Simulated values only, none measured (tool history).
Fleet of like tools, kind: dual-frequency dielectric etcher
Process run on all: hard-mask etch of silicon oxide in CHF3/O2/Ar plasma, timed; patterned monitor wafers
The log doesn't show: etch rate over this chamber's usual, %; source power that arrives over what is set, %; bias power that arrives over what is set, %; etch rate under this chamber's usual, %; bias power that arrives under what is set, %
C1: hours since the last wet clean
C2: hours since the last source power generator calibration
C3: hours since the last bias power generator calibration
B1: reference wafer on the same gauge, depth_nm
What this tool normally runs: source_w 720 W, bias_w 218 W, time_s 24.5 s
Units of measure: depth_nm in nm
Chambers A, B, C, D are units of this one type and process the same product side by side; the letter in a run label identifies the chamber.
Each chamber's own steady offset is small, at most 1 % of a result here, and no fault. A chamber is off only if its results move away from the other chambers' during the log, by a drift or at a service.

Run 1C, hour 10.9: usual settings; C1 174.0; C2 1388.7; C3 2345.4; B1 46.435. Result: depth_nm 54.783 nm.
Run 2B, hour 19.4: usual settings; C1 174.8; C2 1104.7; C3 1203.3; B1 46.395. Result: depth_nm 55.816 nm.
Run 3D, hour 25.0: usual settings; C1 92.3; C2 1209.8; C3 735.6; B1 46.404. Result: depth_nm 54.613 nm.
Run 4A, hour 31.3: usual settings; C1 421.7; C2 2375.5; C3 1255.7; B1 46.412. Result: depth_nm 55.566 nm.
Run 5A, hour 40.0: usual settings; C1 430.4; C2 2384.2; C3 1264.4; B1 46.374. Result: depth_nm 54.914 nm.
Run 6B, hour 51.4: usual settings; C1 206.8; C2 1136.7; C3 1235.3; B1 46.389. Result: depth_nm 54.812 nm.
Run 7D, hour 61.1: usual settings; C1 128.4; C2 1245.9; C3 771.7; B1 46.427. Result: depth_nm 55.462 nm.
Run 8C, hour 72.6: usual settings; C1 235.7; C2 1450.4; C3 2407.1; B1 46.372. Result: depth_nm 55.340 nm.
Run 9B, hour 82.0: usual settings; C1 237.4; C2 1167.3; C3 1265.9; B1 46.421. Result: depth_nm 54.997 nm.
Run 10C, hour 89.4: usual settings; C1 252.5; C2 1467.2; C3 2423.9; B1 46.467. Result: depth_nm 54.859 nm.
Run 11A, hour 96.7: usual settings; C1 487.1; C2 2440.9; C3 1321.1; B1 46.382. Result: depth_nm 55.578 nm.
Run 12D, hour 107.2: usual settings; C1 174.5; C2 1292.0; C3 817.8; B1 46.408. Result: depth_nm 54.938 nm.
Run 13B, hour 113.5: usual settings; C1 268.9; C2 1198.8; C3 1297.4; B1 46.357. Result: depth_nm 55.752 nm.
At hour 117.5: chamber A: wet clean of the chamber.
Run 14C, hour 125.0: usual settings; C1 288.1; C2 1502.8; C3 2459.5; B1 46.392. Result: depth_nm 55.416 nm.
Run 15D, hour 133.6: usual settings; C1 200.9; C2 1318.4; C3 844.2; B1 46.399. Result: depth_nm 54.871 nm.
Run 16A, hour 140.3: usual settings but bias_w 183 W, time_s 29.0 s; C1 22.9; C2 2484.5; C3 1364.7; B1 46.355. Result: depth_nm 64.330 nm.
Run 17A, hour 147.9: usual settings but bias_w 183 W, time_s 29.0 s; C1 30.5; C2 2492.1; C3 1372.3; B1 46.386. Result: depth_nm 63.600 nm.
Run 18D, hour 156.3: usual settings but bias_w 183 W, time_s 29.0 s; C1 223.6; C2 1341.1; C3 866.9; B1 46.395. Result: depth_nm 60.690 nm.
Run 19B, hour 163.6: usual settings but bias_w 183 W, time_s 29.0 s; C1 319.0; C2 1248.9; C3 1347.5; B1 46.351. Result: depth_nm 61.953 nm.
Run 20C, hour 170.7: usual settings; C1 333.8; C2 1548.5; C3 2505.2; B1 46.390. Result: depth_nm 55.440 nm.
Run 21D, hour 181.7: usual settings; C1 249.0; C2 1366.5; C3 892.3; B1 46.383. Result: depth_nm 55.203 nm.
Run 22C, hour 191.1: usual settings; C1 354.2; C2 1568.9; C3 2525.6; B1 46.397. Result: depth_nm 55.031 nm.
Run 23A, hour 202.5: usual settings; C1 85.1; C2 2546.7; C3 1426.9; B1 46.372. Result: depth_nm 57.305 nm.
Run 24B, hour 209.8: usual settings but bias_w 190 W, time_s 17.5 s; C1 365.2; C2 1295.1; C3 1393.7; B1 46.390. Result: depth_nm 38.021 nm.
Run 25B, hour 219.7: usual settings but bias_w 190 W, time_s 17.5 s; C1 375.1; C2 1305.0; C3 1403.6; B1 46.440. Result: depth_nm 37.823 nm.
Run 26D, hour 227.6: usual settings but bias_w 190 W, time_s 17.5 s; C1 294.9; C2 1412.4; C3 938.2; B1 46.334. Result: depth_nm 37.470 nm.
Run 27A, hour 237.8: usual settings but bias_w 190 W, time_s 17.5 s; C1 120.4; C2 2582.0; C3 1462.2; B1 46.398. Result: depth_nm 39.029 nm.
Run 28C, hour 249.8: usual settings; C1 412.9; C2 1627.6; C3 2584.3; B1 46.464. Result: depth_nm 55.224 nm.
Run 29C, hour 256.8: usual settings; C1 419.9; C2 1634.6; C3 2591.3; B1 46.412. Result: depth_nm 55.278 nm.
Run 30A, hour 263.5: usual settings; C1 146.1; C2 2607.7; C3 1487.9; B1 46.417. Result: depth_nm 57.527 nm.
Run 31B, hour 271.3: usual settings; C1 426.7; C2 1356.6; C3 1455.2; B1 46.417. Result: depth_nm 55.151 nm.
Run 32D, hour 279.4: usual settings; C1 346.7; C2 1464.2; C3 990.0; B1 46.371. Result: depth_nm 55.049 nm.
Run 33C, hour 285.8: usual settings; C1 448.9; C2 1663.6; C3 2620.3; B1 46.406. Result: depth_nm 55.053 nm.
Run 34D, hour 292.5: usual settings; C1 359.8; C2 1477.3; C3 1003.1; B1 46.433. Result: depth_nm 55.225 nm.
Run 35A, hour 303.0: usual settings; C1 185.6; C2 2647.2; C3 1527.4; B1 46.370. Result: depth_nm 57.552 nm.
Run 36B, hour 309.7: usual settings; C1 465.1; C2 1395.0; C3 1493.6; B1 46.473. Result: depth_nm 54.918 nm.
Run 37C, hour 317.3: usual settings; C1 480.4; C2 1695.1; C3 2651.8; B1 46.344. Result: depth_nm 55.180 nm.
Run 38D, hour 325.7: usual settings; C1 393.0; C2 1510.5; C3 1036.3; B1 46.368. Result: depth_nm 54.818 nm.

All chambers now run identical settings, listed one chamber a line with results as question marks. What results will each chamber show?
Run 39A, hour 334.4: usual settings. Result: depth_nm ?.
Run 39B, hour 334.4: usual settings. Result: depth_nm ?.
Run 39C, hour 334.4: usual settings. Result: depth_nm ?.
Run 39D, hour 334.4: usual settings. Result: depth_nm ?.

run  depth_nm
39A    56.969
39B    55.382
39C    54.811
39D    54.998
